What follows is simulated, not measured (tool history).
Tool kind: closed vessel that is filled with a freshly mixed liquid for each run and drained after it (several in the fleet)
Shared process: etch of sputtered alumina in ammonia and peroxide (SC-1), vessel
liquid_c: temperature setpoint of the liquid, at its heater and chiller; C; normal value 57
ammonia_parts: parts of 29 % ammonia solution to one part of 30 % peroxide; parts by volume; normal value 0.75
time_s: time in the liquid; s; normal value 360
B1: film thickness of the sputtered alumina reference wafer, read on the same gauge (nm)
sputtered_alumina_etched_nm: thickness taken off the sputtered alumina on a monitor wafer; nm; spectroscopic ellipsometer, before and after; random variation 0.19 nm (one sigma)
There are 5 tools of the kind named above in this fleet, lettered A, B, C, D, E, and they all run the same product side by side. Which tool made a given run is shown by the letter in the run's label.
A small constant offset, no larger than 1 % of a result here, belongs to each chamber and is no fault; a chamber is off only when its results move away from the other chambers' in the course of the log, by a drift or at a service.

Run 1C, hour 5.7: usual settings; B1 119.99. Result: sputtered_alumina_etched_nm 36.566 nm.
Run 2E, hour 9.8: usual settings; B1 120. Result: sputtered_alumina_etched_nm 36.617 nm.
Run 3D, hour 14: usual settings; B1 120. Result: sputtered_alumina_etched_nm 36.745 nm.
Run 4B, hour 22.1: usual settings; B1 120.01. Result: sputtered_alumina_etched_nm 36.744 nm.
Run 5A, hour 27.3: usual settings; B1 120. Result: sputtered_alumina_etched_nm 36.448 nm.
Run 6A, hour 35.6: usual settings; B1 120. Result: sputtered_alumina_etched_nm 36.852 nm.
Run 7D, hour 40.8: usual settings; B1 119.99. Result: sputtered_alumina_etched_nm 36.629 nm.
Run 8C, hour 47.5: usual settings; B1 119.99. Result: sputtered_alumina_etched_nm 36.072 nm.
Run 9B, hour 51.3: usual settings; B1 120.01. Result: sputtered_alumina_etched_nm 36.608 nm.
At hour 56.4: chamber D: new drum of ammonia solution connected.
Run 10E, hour 57.4: usual settings; B1 120. Result: sputtered_alumina_etched_nm 36.745 nm.
Run 11A, hour 64.6: usual settings; B1 120.02. Result: sputtered_alumina_etched_nm 36.448 nm.
Run 12C, hour 71.2: usual settings; B1 120. Result: sputtered_alumina_etched_nm 36.365 nm.
Run 13D, hour 76.5: usual settings; B1 119.99. Result: sputtered_alumina_etched_nm 36.512 nm.
At hour 79.2: chamber E: thermometer replaced.
Run 14E, hour 81.1: usual settings; B1 120.02. Result: sputtered_alumina_etched_nm 36.566 nm.
Run 15B, hour 85.9: usual settings; B1 120.03. Result: sputtered_alumina_etched_nm 36.646 nm.
Run 16B, hour 93: usual settings; B1 120.01. Result: sputtered_alumina_etched_nm 36.388 nm.
Run 17D, hour 100.3: usual settings; B1 120. Result: sputtered_alumina_etched_nm 36.646 nm.
Run 18E, hour 108.3: usual settings; B1 120.01. Result: sputtered_alumina_etched_nm 37.068 nm.
Run 19A, hour 112: usual settings; B1 120.01. Result: sputtered_alumina_etched_nm 37.088 nm.
Run 20C, hour 118.6: usual settings; B1 120.02. Result: sputtered_alumina_etched_nm 36.56 nm.
Run 21D, hour 125.8: usual settings; B1 119.98. Result: sputtered_alumina_etched_nm 36.599 nm.
Run 22E, hour 130.4: usual settings; B1 119.98. Result: sputtered_alumina_etched_nm 36.931 nm.
Run 23A, hour 135.2: usual settings but ammonia_parts 1 parts by volume, time_s 540 s; B1 120. Result: sputtered_alumina_etched_nm 57.449 nm.
Run 24C, hour 143: usual settings but ammonia_parts 1 parts by volume, time_s 540 s; B1 120.01. Result: sputtered_alumina_etched_nm 56.078 nm.
Run 25B, hour 148.6: usual settings but ammonia_parts 1 parts by volume, time_s 540 s; B1 119.98. Result: sputtered_alumina_etched_nm 56.174 nm.
At hour 152.9: chamber A: new drum of ammonia solution connected.
Run 26D, hour 154.1: usual settings but ammonia_parts 1 parts by volume, time_s 540 s; B1 120.01. Result: sputtered_alumina_etched_nm 56.437 nm.
Run 27E, hour 157.8: usual settings but ammonia_parts 1 parts by volume, time_s 540 s; B1 119.98. Result: sputtered_alumina_etched_nm 57.117 nm.
Run 28A, hour 162.2: usual settings; B1 120.01. Result: sputtered_alumina_etched_nm 37.803 nm.
Run 29B, hour 168.2: usual settings; B1 120.02. Result: sputtered_alumina_etched_nm 36.579 nm.
Run 30C, hour 172.8: usual settings; B1 119.98. Result: sputtered_alumina_etched_nm 36.263 nm.
Run 31E, hour 177.2: usual settings; B1 120.04. Result: sputtered_alumina_etched_nm 36.855 nm.
Run 32D, hour 182.6: usual settings but liquid_c 51.5 C; B1 120.04. Result: sputtered_alumina_etched_nm 27.013 nm.
Run 33C, hour 189: usual settings but liquid_c 51.5 C; B1 120.01. Result: sputtered_alumina_etched_nm 26.997 nm.
Run 34A, hour 196.2: usual settings but liquid_c 51.5 C; B1 120.01. Result: sputtered_alumina_etched_nm 28.425 nm.
Run 35B, hour 204.4: usual settings but liquid_c 51.5 C; B1 119.98. Result: sputtered_alumina_etched_nm 27.532 nm.
Run 36D, hour 210.5: usual settings but liquid_c 51.5 C; B1 120. Result: sputtered_alumina_etched_nm 27.107 nm.
Run 37B, hour 216.9: usual settings; B1 120.02. Result: sputtered_alumina_etched_nm 36.736 nm.
Run 38A, hour 222.9: usual settings but liquid_c 60 C; B1 119.98. Result: sputtered_alumina_etched_nm 44.291 nm.
Run 39C, hour 227.7: usual settings but liquid_c 60 C; B1 120.02. Result: sputtered_alumina_etched_nm 42.545 nm.

The same settings go to every chamber for the next run, one line per chamber below. Forecast the results for each:
Run 40A, hour 233.7: usual settings. Result: sputtered_alumina_etched_nm ?.
Run 40B, hour 233.7: usual settings. Result: sputtered_alumina_etched_nm ?.
Run 40C, hour 233.7: usual settings. Result: sputtered_alumina_etched_nm ?.
Run 40D, hour 233.7: usual settings. Result: sputtered_alumina_etched_nm ?.
Run 40E, hour 233.7: usual settings. Result: sputtered_alumina_etched_nm ?.

run  sputtered_alumina_etched_nm
40A                       37.804
40B                       36.174
40C                       36.798
40D                       36.457
40E                       36.932
